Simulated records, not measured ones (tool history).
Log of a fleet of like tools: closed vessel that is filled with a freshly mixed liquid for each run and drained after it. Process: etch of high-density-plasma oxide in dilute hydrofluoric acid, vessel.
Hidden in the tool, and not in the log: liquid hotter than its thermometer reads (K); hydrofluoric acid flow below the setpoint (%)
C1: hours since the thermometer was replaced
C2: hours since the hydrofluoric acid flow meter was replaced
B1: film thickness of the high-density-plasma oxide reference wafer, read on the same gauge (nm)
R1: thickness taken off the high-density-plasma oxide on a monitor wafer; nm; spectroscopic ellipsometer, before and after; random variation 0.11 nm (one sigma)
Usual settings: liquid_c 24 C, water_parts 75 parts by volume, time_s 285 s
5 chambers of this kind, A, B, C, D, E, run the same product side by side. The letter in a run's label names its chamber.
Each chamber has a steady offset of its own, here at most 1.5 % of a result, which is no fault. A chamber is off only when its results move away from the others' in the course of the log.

Run 1E, day 0.2: usual settings; C1 1802.7; C2 731.8; B1 129.97. Result: R1 28.443 nm.
Run 2C, day 0.396: usual settings; C1 1292.1; C2 191.5; B1 130.03. Result: R1 27.677 nm.
Run 3B, day 0.504: usual settings; C1 339.3; C2 582.8; B1 129.98. Result: R1 27.865 nm.
Run 4A, day 0.633: usual settings; C1 978.7; C2 386.2; B1 129.99. Result: R1 27.894 nm.
Run 5D, day 0.779: usual settings; C1 993.4; C2 844.9; B1 129.99. Result: R1 27.778 nm.
Run 6C, day 0.888: usual settings; C1 1303.9; C2 203.3; B1 130.04. Result: R1 27.855 nm.
Run 7B, day 0.979: usual settings; C1 350.7; C2 594.2; B1 130.01. Result: R1 27.716 nm.
Run 8A, day 1.117: usual settings; C1 990.3; C2 397.8; B1 130. Result: R1 27.867 nm.
Run 9D, day 1.246: usual settings; C1 1004.6; C2 856.1; B1 129.99. Result: R1 27.792 nm.
Run 10E, day 1.404: usual settings; C1 1831.6; C2 760.7; B1 129.99. Result: R1 28.177 nm.
Run 11A, day 1.521: usual settings but liquid_c 21 C, time_s 345 s; C1 1000; C2 407.5; B1 129.99. Result: R1 29.821 nm.
Run 12C, day 1.667: usual settings but liquid_c 21 C, time_s 345 s; C1 1322.6; C2 222; B1 130. Result: R1 29.88 nm.
Run 13B, day 1.817: usual settings but liquid_c 21 C, time_s 345 s; C1 370.8; C2 614.3; B1 129.99. Result: R1 29.817 nm.
Run 14D, day 2: usual settings but liquid_c 21 C, time_s 345 s; C1 1022.7; C2 874.2; B1 129.99. Result: R1 29.691 nm.
Run 15E, day 2.129: usual settings but liquid_c 21 C, time_s 345 s; C1 1849; C2 778.1; B1 130. Result: R1 30.01 nm.
Run 16A, day 2.271: usual settings; C1 1018; C2 425.5; B1 130.02. Result: R1 28.168 nm.
Run 17E, day 2.442: usual settings; C1 1856.5; C2 785.6; B1 130.01. Result: R1 27.76 nm.
Run 18C, day 2.583: usual settings; C1 1344.6; C2 244; B1 130.03. Result: R1 27.836 nm.
Run 19B, day 2.733: usual settings but water_parts 100 parts by volume, time_s 195 s; C1 392.8; C2 636.3; B1 129.99. Result: R1 13.791 nm.
Run 20D, day 2.904: usual settings but water_parts 100 parts by volume, time_s 195 s; C1 1044.4; C2 895.9; B1 129.96. Result: R1 13.81 nm.
Run 21D, day 3.025: usual settings but water_parts 100 parts by volume, time_s 195 s; C1 1047.3; C2 898.8; B1 130.01. Result: R1 13.792 nm.
Run 22A, day 3.162: usual settings but water_parts 100 parts by volume, time_s 195 s; C1 1039.4; C2 446.9; B1 129.99. Result: R1 13.928 nm.
Run 23B, day 3.258: usual settings but water_parts 100 parts by volume, time_s 195 s; C1 405.4; C2 648.9; B1 130. Result: R1 13.693 nm.
Run 24C, day 3.425: usual settings; C1 1364.8; C2 264.2; B1 130. Result: R1 27.818 nm.
Run 25E, day 3.525: usual settings; C1 1882.5; C2 811.6; B1 130.02. Result: R1 27.317 nm.
Run 26D, day 3.721: usual settings; C1 1064; C2 915.5; B1 130.03. Result: R1 27.904 nm.
Run 27B, day 3.875: usual settings; C1 420.2; C2 663.7; B1 130.02. Result: R1 27.641 nm.
Run 28C, day 4.075: usual settings; C1 1380.4; C2 279.8; B1 130.03. Result: R1 27.603 nm.
Run 29A, day 4.179: usual settings; C1 1063.8; C2 471.3; B1 130. Result: R1 27.983 nm.
Run 30E, day 4.288: usual settings; C1 1900.8; C2 829.9; B1 130.03. Result: R1 27.251 nm.
Run 31D, day 4.396: usual settings; C1 1080.2; C2 931.7; B1 130.01. Result: R1 27.8 nm.
Run 32A, day 4.517: usual settings; C1 1071.9; C2 479.4; B1 130. Result: R1 27.823 nm.
Run 33E, day 4.612: usual settings; C1 1908.6; C2 837.7; B1 129.98. Result: R1 27.046 nm.
Run 34C, day 4.733: usual settings; C1 1396.2; C2 295.6; B1 129.98. Result: R1 27.766 nm.
Run 35B, day 4.9: usual settings; C1 444.8; C2 688.3; B1 129.98. Result: R1 27.723 nm.
Run 36A, day 5.012: usual settings; C1 1083.8; C2 491.3; B1 129.99. Result: R1 28.269 nm.
Run 37C, day 5.2: usual settings; C1 1407.4; C2 306.8; B1 130. Result: R1 27.511 nm.
Run 38D, day 5.325: usual settings; C1 1102.5; C2 954; B1 129.97. Result: R1 27.758 nm.
Run 39B, day 5.521: usual settings; C1 459.7; C2 703.2; B1 129.99. Result: R1 27.813 nm.
Run 40E, day 5.671: usual settings; C1 1934; C2 863.1; B1 130. Result: R1 26.73 nm.
Run 41D, day 5.8: usual settings; C1 1113.9; C2 965.4; B1 130. Result: R1 28.001 nm.

Next, every chamber runs the same settings. What will each give?
Run 42A, day 5.946: usual settings but liquid_c 22 C. Result: R1 ?.
Run 42B, day 5.946: usual settings but liquid_c 22 C. Result: R1 ?.
Run 42C, day 5.946: usual settings but liquid_c 22 C. Result: R1 ?.
Run 42D, day 5.946: usual settings but liquid_c 22 C. Result: R1 ?.
Run 42E, day 5.946: usual settings but liquid_c 22 C. Result: R1 ?.

run      R1
42A  25.851
42B  25.701
42C  25.481
42D  25.786
42E  24.558
